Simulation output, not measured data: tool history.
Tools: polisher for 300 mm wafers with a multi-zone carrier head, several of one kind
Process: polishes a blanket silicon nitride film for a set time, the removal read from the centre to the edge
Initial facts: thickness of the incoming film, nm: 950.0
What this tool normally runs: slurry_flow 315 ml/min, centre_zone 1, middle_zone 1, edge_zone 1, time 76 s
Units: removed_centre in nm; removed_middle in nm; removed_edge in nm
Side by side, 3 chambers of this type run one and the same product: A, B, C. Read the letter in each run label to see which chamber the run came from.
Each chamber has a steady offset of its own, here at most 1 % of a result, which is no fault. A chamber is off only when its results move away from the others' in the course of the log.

run,day,slurry_flow,centre_zone,middle_zone,edge_zone,time,removed_centre,removed_middle,removed_edge
# day 0.017: chamber A: worn pad replaced by a new one
# day 0.108: chamber B: worn pad replaced by a new one
1A,0.204,315,1,1,1,76,99.845,96.353,98.48
2B,0.471,315,1,1,1,76,98.735,98.485,98.683
# day 0.496: chamber A: slurry nozzle cleaned
# day 0.658: chamber C: slurry nozzle cleaned
3C,0.679,315,1,1,1,76,100.47,100.02,101.48
4B,0.933,315,1,1,1,76,100.77,97.945,100.22
5A,1.067,315,1,1,1.08,76,97.916,99.825,103.62
6C,1.312,315,1,1,1.08,76,99.19,98.502,104.08
7A,1.55,315,1,1,1.08,76,101.2,98.446,103.85
# day 1.596: chamber A: centre zone pressure recalibrated
8C,1.804,315,1,1,1,76,95.507,95.378,98.168
9B,2.012,315,1,1,1,76,100.1,99.765,99.159
10B,2.296,315,1,1,1,76,100.58,95.434,98.071
11A,2.45,315,1,1,1,76,101.29,100.38,96.678
# day 2.554: chamber A: worn pad replaced by a new one
12C,2.717,315,1,1,1,76,94.024,92.779,95.563
13C,3,315,1,1,1,76,92.225,91.123,92.789
14A,3.192,315,1,1,1,76,97.201,99.032,99.791
15B,3.358,315,1,1,1,76,97.614,98.481,98.416
16C,3.621,315,1,1,1,76,91.621,89.135,90.425
# day 3.75: chamber B: worn pad replaced by a new one
17B,3.767,315,1,1,1,76,100.32,98.758,98.776
18A,3.904,315,1,1.04,0.96,76,100.67,100.39,96.333
19B,4.062,315,1,1.04,0.96,76,101.82,101.87,96.691
20A,4.296,315,1,1.04,0.96,76,99.58,100.87,95.672
21C,4.496,315,1,1,1,76,86.557,88.834,89.345
22B,4.754,315,1,1,1,76,98.119,99.285,97.64

Does one chamber stand apart from the rest, does the shared gauge drift, or is all well apart from small per-chamber offsets? Give the chamber and the most likely cause, where there is one.

One chamber, C, drifts off from the rest bit by bit.
What lies behind it: removal rate lost through wear of the pad, % = 12.3.

Which of the 4 candidates below, each the usual settings with something changed and its results left as question marks, puts chamber C back in line with what the other chambers give on the usual settings?
In line means no further than this from the other chambers' mean on the usual settings: removed_centre 5 nm; removed_middle 5.1 nm; removed_edge 4.9 nm
23C-1,4.979,315,1.01,1,1,79,?,?,?
23C-2,4.979,320,1.01,1.01,0.99,85,?,?,?
23C-3,4.979,315,0.99,1,1,73,?,?,?
23C-4,4.979,310,0.99,0.99,1.01,67,?,?,?

The mean the other chambers reach with the usual settings: removed_centre 99.76 nm; removed_middle 98.782 nm; removed_edge 98.933 nm
run,removed_centre,removed_middle,removed_edge
23C-1,92.286,88.863,90.838
23C-2,99.468,96.641,97.316
23C-3,83.447,82.123,83.939
23C-4,76.452,74.561,77.368
The answer is 23C-2, which returns the chamber to within the allowed miss of the others.
